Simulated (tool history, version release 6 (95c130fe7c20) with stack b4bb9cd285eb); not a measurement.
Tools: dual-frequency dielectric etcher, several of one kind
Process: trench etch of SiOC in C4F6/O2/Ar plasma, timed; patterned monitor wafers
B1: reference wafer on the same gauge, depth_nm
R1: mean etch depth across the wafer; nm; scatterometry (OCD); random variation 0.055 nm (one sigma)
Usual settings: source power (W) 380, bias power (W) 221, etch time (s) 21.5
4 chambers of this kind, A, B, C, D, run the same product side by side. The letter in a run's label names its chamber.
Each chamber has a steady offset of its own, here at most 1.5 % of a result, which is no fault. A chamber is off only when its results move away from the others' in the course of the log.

{"run": "1A", "hour": 4.3, "source power (W)": 380, "bias power (W)": 221, "etch time (s)": 21.5, "B1": 40.502, "R1": 46.906}
{"run": "2C", "hour": 8.1, "source power (W)": 380, "bias power (W)": 221, "etch time (s)": 21.5, "B1": 40.512, "R1": 47.248}
{"run": "3D", "hour": 10.6, "source power (W)": 380, "bias power (W)": 221, "etch time (s)": 21.5, "B1": 40.514, "R1": 46.876}
{"run": "4B", "hour": 13.2, "source power (W)": 380, "bias power (W)": 221, "etch time (s)": 21.5, "B1": 40.517, "R1": 46.257}
{"run": "5B", "hour": 17.4, "source power (W)": 380, "bias power (W)": 221, "etch time (s)": 21.5, "B1": 40.512, "R1": 46.313}
{"run": "6A", "hour": 22.7, "source power (W)": 380, "bias power (W)": 221, "etch time (s)": 21.5, "B1": 40.525, "R1": 46.913}
{"run": "7D", "hour": 27.6, "source power (W)": 380, "bias power (W)": 221, "etch time (s)": 21.5, "B1": 40.521, "R1": 46.969}
{"run": "8C", "hour": 31.3, "source power (W)": 380, "bias power (W)": 221, "etch time (s)": 21.5, "B1": 40.535, "R1": 47.362}
{"run": "9C", "hour": 36.2, "source power (W)": 380, "bias power (W)": 221, "etch time (s)": 21.5, "B1": 40.533, "R1": 47.349}
{"run": "10A", "hour": 39.2, "source power (W)": 380, "bias power (W)": 221, "etch time (s)": 21.5, "B1": 40.548, "R1": 46.951}
{"run": "11D", "hour": 44.3, "source power (W)": 380, "bias power (W)": 221, "etch time (s)": 21.5, "B1": 40.532, "R1": 46.95}
{"run": "12B", "hour": 46.8, "source power (W)": 380, "bias power (W)": 221, "etch time (s)": 21.5, "B1": 40.552, "R1": 46.321}
{"run": "13D", "hour": 51.7, "source power (W)": 460, "bias power (W)": 241, "etch time (s)": 21.5, "B1": 40.543, "R1": 51.935}
{"run": "14A", "hour": 55.8, "source power (W)": 460, "bias power (W)": 241, "etch time (s)": 21.5, "B1": 40.557, "R1": 52.009}
{"run": "15B", "hour": 59.3, "source power (W)": 460, "bias power (W)": 241, "etch time (s)": 21.5, "B1": 40.557, "R1": 51.491}
{"run": "16C", "hour": 64.8, "source power (W)": 460, "bias power (W)": 241, "etch time (s)": 21.5, "B1": 40.547, "R1": 52.465}
{"run": "17C", "hour": 70.0, "source power (W)": 380, "bias power (W)": 221, "etch time (s)": 21.5, "B1": 40.587, "R1": 47.322}
{"run": "18A", "hour": 73.6, "source power (W)": 380, "bias power (W)": 221, "etch time (s)": 21.5, "B1": 40.569, "R1": 47.015}
{"run": "19B", "hour": 77.3, "source power (W)": 380, "bias power (W)": 221, "etch time (s)": 21.5, "B1": 40.582, "R1": 46.432}
{"run": "20D", "hour": 82.5, "source power (W)": 380, "bias power (W)": 221, "etch time (s)": 21.5, "B1": 40.585, "R1": 47.048}
{"run": "21B", "hour": 88.0, "source power (W)": 450, "bias power (W)": 198, "etch time (s)": 21.5, "B1": 40.581, "R1": 47.795}
{"run": "22D", "hour": 91.9, "source power (W)": 450, "bias power (W)": 198, "etch time (s)": 21.5, "B1": 40.58, "R1": 48.456}
{"run": "23A", "hour": 94.9, "source power (W)": 450, "bias power (W)": 198, "etch time (s)": 21.5, "B1": 40.586, "R1": 48.475}
{"run": "24C", "hour": 100.6, "source power (W)": 450, "bias power (W)": 198, "etch time (s)": 21.5, "B1": 40.586, "R1": 48.763}
{"run": "25D", "hour": 103.7, "source power (W)": 380, "bias power (W)": 221, "etch time (s)": 21.5, "B1": 40.604, "R1": 46.971}
{"run": "26C", "hour": 108.9, "source power (W)": 380, "bias power (W)": 221, "etch time (s)": 21.5, "B1": 40.614, "R1": 47.354}
{"run": "27B", "hour": 113.9, "source power (W)": 380, "bias power (W)": 221, "etch time (s)": 21.5, "B1": 40.629, "R1": 46.539}
{"run": "28A", "hour": 118.7, "source power (W)": 380, "bias power (W)": 221, "etch time (s)": 21.5, "B1": 40.613, "R1": 47.101}
{"run": "29D", "hour": 124.0, "source power (W)": 380, "bias power (W)": 221, "etch time (s)": 21.5, "B1": 40.625, "R1": 46.974}
{"run": "30A", "hour": 128.8, "source power (W)": 380, "bias power (W)": 221, "etch time (s)": 21.5, "B1": 40.625, "R1": 47.109}
{"run": "31B", "hour": 134.3, "source power (W)": 380, "bias power (W)": 221, "etch time (s)": 21.5, "B1": 40.643, "R1": 46.546}
{"run": "32C", "hour": 137.2, "source power (W)": 380, "bias power (W)": 221, "etch time (s)": 21.5, "B1": 40.641, "R1": 47.518}
{"hour": 141.1, "done": "chamber D: wet clean of the chamber"}
{"run": "33B", "hour": 141.2, "source power (W)": 380, "bias power (W)": 221, "etch time (s)": 21.5, "B1": 40.656, "R1": 46.506}
{"run": "34D", "hour": 144.0, "source power (W)": 380, "bias power (W)": 251, "etch time (s)": 21.5, "B1": 40.652, "R1": 49.09}
{"run": "35A", "hour": 147.1, "source power (W)": 380, "bias power (W)": 251, "etch time (s)": 21.5, "B1": 40.644, "R1": 49.143}
{"run": "36C", "hour": 151.2, "source power (W)": 380, "bias power (W)": 251, "etch time (s)": 21.5, "B1": 40.649, "R1": 49.528}
{"run": "37B", "hour": 155.4, "source power (W)": 380, "bias power (W)": 251, "etch time (s)": 21.5, "B1": 40.65, "R1": 48.528}
{"run": "38A", "hour": 158.5, "source power (W)": 380, "bias power (W)": 221, "etch time (s)": 21.5, "B1": 40.648, "R1": 47.086}
{"run": "39C", "hour": 162.1, "source power (W)": 380, "bias power (W)": 221, "etch time (s)": 21.5, "B1": 40.658, "R1": 47.427}
{"run": "40D", "hour": 166.6, "source power (W)": 380, "bias power (W)": 221, "etch time (s)": 21.5, "B1": 40.667, "R1": 47.058}
{"run": "41B", "hour": 170.0, "source power (W)": 380, "bias power (W)": 221, "etch time (s)": 21.5, "B1": 40.669, "R1": 46.52}
{"run": "42D", "hour": 175.5, "source power (W)": 380, "bias power (W)": 221, "etch time (s)": 21.5, "B1": 40.668, "R1": 47.136}
{"run": "43C", "hour": 181.1, "source power (W)": 380, "bias power (W)": 274, "etch time (s)": 17.5, "B1": 40.667, "R1": 41.601}
{"run": "44A", "hour": 185.5, "source power (W)": 380, "bias power (W)": 274, "etch time (s)": 17.5, "B1": 40.689, "R1": 41.264}

What goes on in this fleet: one chamber off, a drifting gauge, or nothing beyond the chambers' own small offsets? Name the chamber and the cause, if any.

The gauge drifts, so all chambers seem to drift together. No chamber is off.
Cause: gauge reads high (%) = 0.477.

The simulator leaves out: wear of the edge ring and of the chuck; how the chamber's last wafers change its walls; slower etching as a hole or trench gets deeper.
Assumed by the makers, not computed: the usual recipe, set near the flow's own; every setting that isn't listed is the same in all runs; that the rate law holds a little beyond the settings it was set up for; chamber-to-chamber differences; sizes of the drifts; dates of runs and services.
